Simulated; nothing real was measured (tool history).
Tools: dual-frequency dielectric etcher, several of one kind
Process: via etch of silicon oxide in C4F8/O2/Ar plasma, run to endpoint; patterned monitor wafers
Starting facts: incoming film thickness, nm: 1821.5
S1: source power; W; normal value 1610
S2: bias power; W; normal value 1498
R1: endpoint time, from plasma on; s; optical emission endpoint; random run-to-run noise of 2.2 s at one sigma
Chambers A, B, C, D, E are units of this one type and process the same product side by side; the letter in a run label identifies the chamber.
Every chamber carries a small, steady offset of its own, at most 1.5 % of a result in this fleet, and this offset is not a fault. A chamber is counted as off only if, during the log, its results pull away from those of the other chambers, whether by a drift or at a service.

run	day	S1	S2	R1
1E	0.321	1610	1498	423.83
2D	0.833	1610	1498	425.68
3C	1.204	1610	1498	422.45
4B	1.554	1610	1498	423.85
5A	2.029	1610	1498	425.27
6B	2.304	1610	1498	425.11
7C	2.692	1610	1498	418.78
8A	3.204	1610	1498	422.97
# day 3.496: chamber D: wet clean of the chamber
9D	3.538	1610	1340	435.30
10E	3.821	1610	1340	436.56
11B	4.292	1610	1340	435.99
12E	4.583	1610	1340	439.27
13D	4.938	1610	1340	441.19
# day 5.238: chamber E: wet clean of the chamber
14C	5.412	1610	1498	417.60
15A	5.671	1610	1498	423.63
16E	6.046	1610	1498	428.06
17D	6.508	1610	1498	423.94
18A	6.929	1610	1498	427.93
19C	7.200	1610	1498	419.41
20B	7.504	1610	1498	421.59
21A	7.975	1610	1498	432.29
22E	8.242	1610	1498	424.91
23D	8.729	1340	1219	484.42
24B	8.992	1340	1219	481.61
25C	9.454	1340	1219	479.79
26A	9.975	1340	1219	494.06
27E	10.529	1340	1219	486.23
28D	10.962	1610	1498	423.44
29B	11.217	1610	1498	421.72
30C	11.592	1610	1498	424.33
# day 11.692: chamber C: wet clean of the chamber
31A	12.138	1610	1498	435.26
32E	12.550	1610	1498	426.12
33B	12.925	1610	1498	421.10
34D	13.392	1610	1498	420.32
35C	13.912	1610	1498	422.47

Predict what each chamber gives when all 5 of them run the settings below next.
36A	14.317	1280	1498	?
36B	14.317	1280	1498	?
36C	14.317	1280	1498	?
36D	14.317	1280	1498	?
36E	14.317	1280	1498	?

run	R1
36A	489.53
36B	466.29
36C	461.08
36D	465.90
36E	463.24
